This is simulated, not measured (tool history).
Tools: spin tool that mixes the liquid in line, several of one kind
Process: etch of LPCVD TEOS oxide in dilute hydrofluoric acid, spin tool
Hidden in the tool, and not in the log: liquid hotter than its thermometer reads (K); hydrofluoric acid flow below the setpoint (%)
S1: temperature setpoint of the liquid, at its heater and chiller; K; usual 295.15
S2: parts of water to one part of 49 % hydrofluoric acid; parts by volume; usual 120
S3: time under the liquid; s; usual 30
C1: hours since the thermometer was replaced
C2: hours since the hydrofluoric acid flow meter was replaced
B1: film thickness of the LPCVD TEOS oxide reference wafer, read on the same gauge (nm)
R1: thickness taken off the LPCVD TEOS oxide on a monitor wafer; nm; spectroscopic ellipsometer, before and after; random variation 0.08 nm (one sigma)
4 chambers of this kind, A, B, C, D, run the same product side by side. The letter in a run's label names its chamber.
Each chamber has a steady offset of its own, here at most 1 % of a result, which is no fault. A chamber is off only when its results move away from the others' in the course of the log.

Run 1C, hour 10.5: usual settings; C1 572.7; C2 122.9; B1 90.005. Result: R1 9.0861 nm.
Run 2D, hour 24.1: usual settings; C1 916.2; C2 1177.6; B1 90.035. Result: R1 9.0798 nm.
Run 3B, hour 35.2: usual settings; C1 2342.3; C2 807.1; B1 90.006. Result: R1 8.9049 nm.
Run 4A, hour 45: usual settings; C1 284.3; C2 973.5; B1 89.999. Result: R1 8.8961 nm.
At hour 53.1: chamber D: hydrofluoric acid flow meter replaced.
Run 5D, hour 60.5: usual settings but S1 293.65 K; C1 952.6; C2 7.5; B1 89.986. Result: R1 8.6936 nm.
Run 6B, hour 68.4: usual settings but S1 293.65 K; C1 2375.5; C2 840.3; B1 90.005. Result: R1 8.5242 nm.
Run 7C, hour 77.6: usual settings but S1 293.65 K; C1 639.8; C2 190; B1 90.008. Result: R1 8.4394 nm.
Run 8A, hour 89.2: usual settings but S1 293.65 K; C1 328.5; C2 1017.7; B1 89.97. Result: R1 8.3143 nm.
Run 9B, hour 105: usual settings; C1 2412.1; C2 876.9; B1 90.02. Result: R1 8.957 nm.
Run 10C, hour 117.3: usual settings; C1 679.5; C2 229.7; B1 89.988. Result: R1 9.0746 nm.
At hour 117.7: chamber B: hydrofluoric acid flow meter replaced.
Run 11A, hour 125: usual settings; C1 364.3; C2 1053.5; B1 90.028. Result: R1 8.9316 nm.
Run 12D, hour 137.8: usual settings; C1 1029.9; C2 84.8; B1 89.98. Result: R1 8.9617 nm.
Run 13C, hour 145.1: usual settings; C1 707.3; C2 257.5; B1 90.011. Result: R1 8.9438 nm.
Run 14D, hour 154.7: usual settings; C1 1046.8; C2 101.7; B1 89.979. Result: R1 8.9324 nm.
Run 15B, hour 165.3: usual settings; C1 2472.4; C2 47.7; B1 90.006. Result: R1 9.0714 nm.
Run 16A, hour 175.1: usual settings but S1 293.65 K; C1 414.4; C2 1103.6; B1 90.028. Result: R1 8.5362 nm.
Run 17A, hour 186: usual settings but S1 293.65 K; C1 425.3; C2 1114.5; B1 90.014. Result: R1 8.5454 nm.
Run 18D, hour 194.4: usual settings but S1 293.65 K; C1 1086.5; C2 141.4; B1 90.022. Result: R1 8.5025 nm.
Run 19C, hour 210.8: usual settings but S1 293.65 K; C1 773; C2 323.2; B1 89.999. Result: R1 8.5131 nm.
Run 20B, hour 226.5: usual settings; C1 2533.6; C2 108.9; B1 90.002. Result: R1 8.9039 nm.
Run 21D, hour 240.5: usual settings; C1 1132.6; C2 187.5; B1 90.006. Result: R1 9.1026 nm.
Run 22C, hour 256.4: usual settings; C1 818.6; C2 368.8; B1 89.973. Result: R1 8.9863 nm.
Run 23B, hour 267.2: usual settings; C1 2574.3; C2 149.6; B1 90.003. Result: R1 8.8423 nm.
Run 24A, hour 278.2: usual settings but S3 15 s; C1 517.5; C2 1206.7; B1 90.022. Result: R1 4.5131 nm.
Run 25B, hour 288.1: usual settings but S3 15 s; C1 2595.2; C2 170.5; B1 90.005. Result: R1 4.4569 nm.

Next, every chamber runs the same settings. What will each give?
Run 26A, hour 299.8: usual settings but S3 20 s. Result: R1 ?.
Run 26B, hour 299.8: usual settings but S3 20 s. Result: R1 ?.
Run 26C, hour 299.8: usual settings but S3 20 s. Result: R1 ?.
Run 26D, hour 299.8: usual settings but S3 20 s. Result: R1 ?.

run      R1
26A  5.8605
26B  6.0764
26C  6.0456
26D  6.0889

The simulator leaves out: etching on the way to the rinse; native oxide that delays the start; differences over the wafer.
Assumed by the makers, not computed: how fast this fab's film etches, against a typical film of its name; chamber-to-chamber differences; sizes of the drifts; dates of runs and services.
